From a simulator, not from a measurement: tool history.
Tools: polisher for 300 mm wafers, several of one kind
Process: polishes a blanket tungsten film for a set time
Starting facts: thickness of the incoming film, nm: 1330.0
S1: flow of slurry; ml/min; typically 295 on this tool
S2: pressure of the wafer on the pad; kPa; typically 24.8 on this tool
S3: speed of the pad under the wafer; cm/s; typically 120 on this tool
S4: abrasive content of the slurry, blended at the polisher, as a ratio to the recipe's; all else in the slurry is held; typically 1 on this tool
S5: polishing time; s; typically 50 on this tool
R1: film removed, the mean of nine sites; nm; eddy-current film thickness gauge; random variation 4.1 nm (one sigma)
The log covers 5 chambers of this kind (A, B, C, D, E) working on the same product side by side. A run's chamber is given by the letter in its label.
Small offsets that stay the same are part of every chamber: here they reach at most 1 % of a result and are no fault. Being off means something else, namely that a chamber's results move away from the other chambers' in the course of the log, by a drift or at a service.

| run | day | S1 | S2 | S3 | S4 | S5 | R1 |
|---|---|---|---|---|---|---|---|
|  | 0.05 | chamber C: slurry blender recalibrated |
|  | 0.221 | chamber C: slurry tank refilled with fresh slurry and peroxide |
| 1B | 0.4 | 295 | 24.8 | 120 | 1 | 50 | 303.77 |
|  | 0.946 | chamber C: worn pad replaced by a new one |
| 2A | 0.979 | 295 | 24.8 | 120 | 1 | 50 | 305.69 |
|  | 1.558 | chamber E: worn pad replaced by a new one |
| 3C | 1.604 | 295 | 24.8 | 120 | 1 | 50 | 301.53 |
|  | 1.65 | chamber D: slurry tank refilled with fresh slurry and peroxide |
|  | 1.762 | chamber B: worn pad replaced by a new one |
| 4E | 1.971 | 295 | 24.8 | 120 | 1 | 50 | 305.68 |
|  | 2.217 | chamber A: worn pad replaced by a new one |
|  | 2.358 | chamber A: slurry tank refilled with fresh slurry and peroxide |
| 5D | 2.375 | 295 | 24.8 | 120 | 1 | 50 | 296.38 |
|  | 2.454 | chamber A: head pressure recalibrated |
|  | 2.554 | chamber D: head pressure recalibrated |
|  | 2.662 | chamber D: worn pad replaced by a new one |
|  | 2.771 | chamber E: slurry tank refilled with fresh slurry and peroxide |
| 6E | 2.875 | 250 | 24.8 | 120 | 1 | 60 | 363.46 |
| 7A | 3.438 | 250 | 24.8 | 120 | 1 | 60 | 353.96 |
|  | 3.642 | chamber B: head pressure recalibrated |
| 8C | 4.042 | 250 | 24.8 | 120 | 1 | 60 | 354.43 |
|  | 4.054 | chamber A: slurry blender recalibrated |
|  | 4.412 | chamber C: worn pad replaced by a new one |
| 9B | 4.671 | 250 | 24.8 | 120 | 1 | 60 | 362.59 |
|  | 4.788 | chamber B: worn pad replaced by a new one |
| 10D | 5.262 | 250 | 24.8 | 120 | 1 | 60 | 365.35 |
|  | 5.654 | chamber E: worn pad replaced by a new one |
|  | 5.771 | chamber A: slurry tank refilled with fresh slurry and peroxide |
|  | 5.775 | chamber A: worn pad replaced by a new one |
|  | 5.833 | chamber C: slurry blender recalibrated |
|  | 5.883 | chamber E: slurry tank refilled with fresh slurry and peroxide |
| 11A | 5.9 | 295 | 24.8 | 120 | 1 | 50 | 302.86 |
|  | 5.996 | chamber C: head pressure recalibrated |
|  | 6.167 | chamber A: slurry nozzle cleaned |
| 12C | 6.362 | 295 | 24.8 | 120 | 1 | 50 | 298.34 |
|  | 6.475 | chamber D: worn pad replaced by a new one |
| 13B | 6.875 | 255 | 24.8 | 82 | 1 | 50 | 198.75 |
| 14D | 7.175 | 255 | 24.8 | 82 | 1 | 50 | 204.07 |
|  | 7.229 | chamber C: slurry tank refilled with fresh slurry and peroxide |
| 15E | 7.767 | 255 | 24.8 | 82 | 1 | 50 | 201.97 |
| 16E | 8.117 | 255 | 24.8 | 82 | 1 | 50 | 205.66 |
|  | 8.283 | chamber B: worn pad replaced by a new one |
|  | 8.512 | chamber D: slurry tank refilled with fresh slurry and peroxide |
| 17C | 8.546 | 255 | 24.8 | 82 | 1 | 50 | 201.79 |
|  | 8.8 | chamber E: slurry tank refilled with fresh slurry and peroxide |
|  | 8.804 | chamber B: slurry blender recalibrated |
|  | 8.842 | chamber C: worn pad replaced by a new one |
| 18B | 9.012 | 295 | 24.8 | 120 | 1 | 50 | 293.93 |
|  | 9.246 | chamber A: slurry tank refilled with fresh slurry and peroxide |
| 19D | 9.608 | 295 | 24.8 | 120 | 1 | 50 | 301.28 |
|  | 9.671 | chamber A: worn pad replaced by a new one |
|  | 10.05 | chamber E: worn pad replaced by a new one |
| 20A | 10.242 | 295 | 24.8 | 120 | 1 | 44 | 264.32 |
|  | 10.396 | chamber C: slurry blender recalibrated |
|  | 10.425 | chamber A: slurry blender recalibrated |
|  | 10.546 | chamber C: slurry nozzle cleaned |
| 21B | 10.821 | 295 | 24.8 | 120 | 1 | 44 | 256.65 |
|  | 10.975 | chamber D: worn pad replaced by a new one |
| 22E | 11.162 | 295 | 24.8 | 120 | 1 | 44 | 266.79 |
| 23C | 11.596 | 295 | 24.8 | 120 | 1 | 44 | 271.17 |
| 24D | 11.942 | 295 | 24.8 | 120 | 1 | 44 | 270.13 |
|  | 11.979 | chamber B: worn pad replaced by a new one |
|  | 12.229 | chamber E: slurry tank refilled with fresh slurry and peroxide |
| 25A | 12.275 | 295 | 24.8 | 120 | 1 | 50 | 302.66 |
|  | 12.604 | chamber A: slurry tank refilled with fresh slurry and peroxide |
| 26A | 12.721 | 295 | 24.8 | 120 | 1 | 50 | 299.53 |
|  | 13.025 | chamber D: slurry blender recalibrated |
| 27E | 13.217 | 295 | 24.8 | 120 | 1 | 50 | 306.14 |
|  | 13.317 | chamber C: slurry tank refilled with fresh slurry and peroxide |
|  | 13.408 | chamber C: worn pad replaced by a new one |
|  | 13.888 | chamber A: worn pad replaced by a new one |
| 28B | 13.892 | 295 | 24.8 | 120 | 1 | 50 | 277.06 |
| 29D | 14.308 | 295 | 24.8 | 120 | 1 | 50 | 308.35 |
|  | 14.333 | chamber E: worn pad replaced by a new one |
|  | 14.408 | chamber E: slurry blender recalibrated |
| 30C | 14.608 | 295 | 24.8 | 120 | 1 | 50 | 303.85 |
|  | 14.988 | chamber D: worn pad replaced by a new one |
| 31C | 15.012 | 295 | 24.8 | 120 | 1 | 61 | 373.43 |
|  | 15.446 | chamber E: slurry tank refilled with fresh slurry and peroxide |
|  | 15.525 | chamber B: worn pad replaced by a new one |
| 32D | 15.554 | 295 | 24.8 | 120 | 1 | 61 | 369.86 |
|  | 15.921 | chamber A: slurry tank refilled with fresh slurry and peroxide |
| 33B | 15.975 | 295 | 24.8 | 120 | 1 | 61 | 332.14 |
| 34E | 16.383 | 295 | 24.8 | 120 | 1 | 61 | 373.96 |
|  | 16.454 | chamber A: slurry blender recalibrated |
| 35A | 17.05 | 295 | 24.8 | 120 | 1 | 61 | 368.24 |

Predict what each chamber gives when all 5 of them run the settings below next.
| 36A | 17.533 | 295 | 24.8 | 120 | 1 | 44 | ? |
| 36B | 17.533 | 295 | 24.8 | 120 | 1 | 44 | ? |
| 36C | 17.533 | 295 | 24.8 | 120 | 1 | 44 | ? |
| 36D | 17.533 | 295 | 24.8 | 120 | 1 | 44 | ? |
| 36E | 17.533 | 295 | 24.8 | 120 | 1 | 44 | ? |

| run | R1 |
|---|---|
| 36A | 261.92 |
| 36B | 234.97 |
| 36C | 263.72 |
| 36D | 264.1 |
| 36E | 263.07 |
